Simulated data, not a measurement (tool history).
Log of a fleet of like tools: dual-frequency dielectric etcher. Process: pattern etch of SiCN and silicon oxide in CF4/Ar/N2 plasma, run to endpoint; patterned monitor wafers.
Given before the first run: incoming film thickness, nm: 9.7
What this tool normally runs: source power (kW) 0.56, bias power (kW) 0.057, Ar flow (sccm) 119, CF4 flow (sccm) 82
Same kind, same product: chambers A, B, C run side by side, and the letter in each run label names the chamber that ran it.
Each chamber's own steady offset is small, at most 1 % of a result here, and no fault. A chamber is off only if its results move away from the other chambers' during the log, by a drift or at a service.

run	hour	source power (kW)	bias power (kW)	Ar flow (sccm)	CF4 flow (sccm)	endpoint time (s)
1C	10	0.56	0.057	119	82	10.084
2A	17.3	0.56	0.057	119	82	10.167
3B	27.3	0.56	0.057	119	82	9.8817
4C	42.3	0.56	0.057	119	82	10.066
5A	52.1	0.56	0.057	119	82	10.125
6B	63.8	0.56	0.057	119	82	9.9345
7C	70.6	0.56	0.057	119	82	10.075
8B	85.5	0.56	0.057	119	82	9.9784
9A	93.6	0.56	0.057	119	82	10.098
10A	100.9	0.56	0.057	119	82	10.121
11B	111	0.56	0.057	119	82	9.9831
12C	122.7	0.56	0.057	119	82	10.087
13B	134.8	0.56	0.057	119	82	9.9759
# hour 135.9: chamber A: wet clean of the chamber
14C	143.9	0.56	0.057	119	82	10.072
15A	157.5	0.56	0.057	119	82	10.171
16C	172.5	0.56	0.057	119	82	10.087
17A	182.1	0.7	0.057	119	82	8.3152
18B	192.7	0.7	0.057	119	82	8.1404
19C	199.9	0.7	0.057	119	82	8.2817
20B	213.6	0.56	0.057	119	82	9.9457
# hour 220.6: chamber B: wet clean of the chamber
21A	228.4	0.56	0.057	119	82	10.096
22A	236.4	0.56	0.057	119	82	10.197
23C	246.4	0.56	0.057	119	82	10.076
24B	260.2	0.56	0.057	119	82	9.9006
25C	267.1	0.43	0.057	119	82	12.769
26B	278.2	0.43	0.057	119	82	12.681
27A	288.5	0.43	0.057	119	82	12.746
28B	301	0.56	0.057	119	82	9.9439
29A	308.4	0.56	0.057	119	82	10.134
30C	319.1	0.56	0.057	119	82	10.111
31A	330.4	0.56	0.057	119	82	10.134
32B	343	0.56	0.057	148	82	10.298

Is one chamber off against the others, does the gauge drift, or is nothing wrong? If a chamber is off, say which, and what the likeliest cause is.

Nothing is wrong: each chamber keeps only its own small, steady offset and the gauge holds still.

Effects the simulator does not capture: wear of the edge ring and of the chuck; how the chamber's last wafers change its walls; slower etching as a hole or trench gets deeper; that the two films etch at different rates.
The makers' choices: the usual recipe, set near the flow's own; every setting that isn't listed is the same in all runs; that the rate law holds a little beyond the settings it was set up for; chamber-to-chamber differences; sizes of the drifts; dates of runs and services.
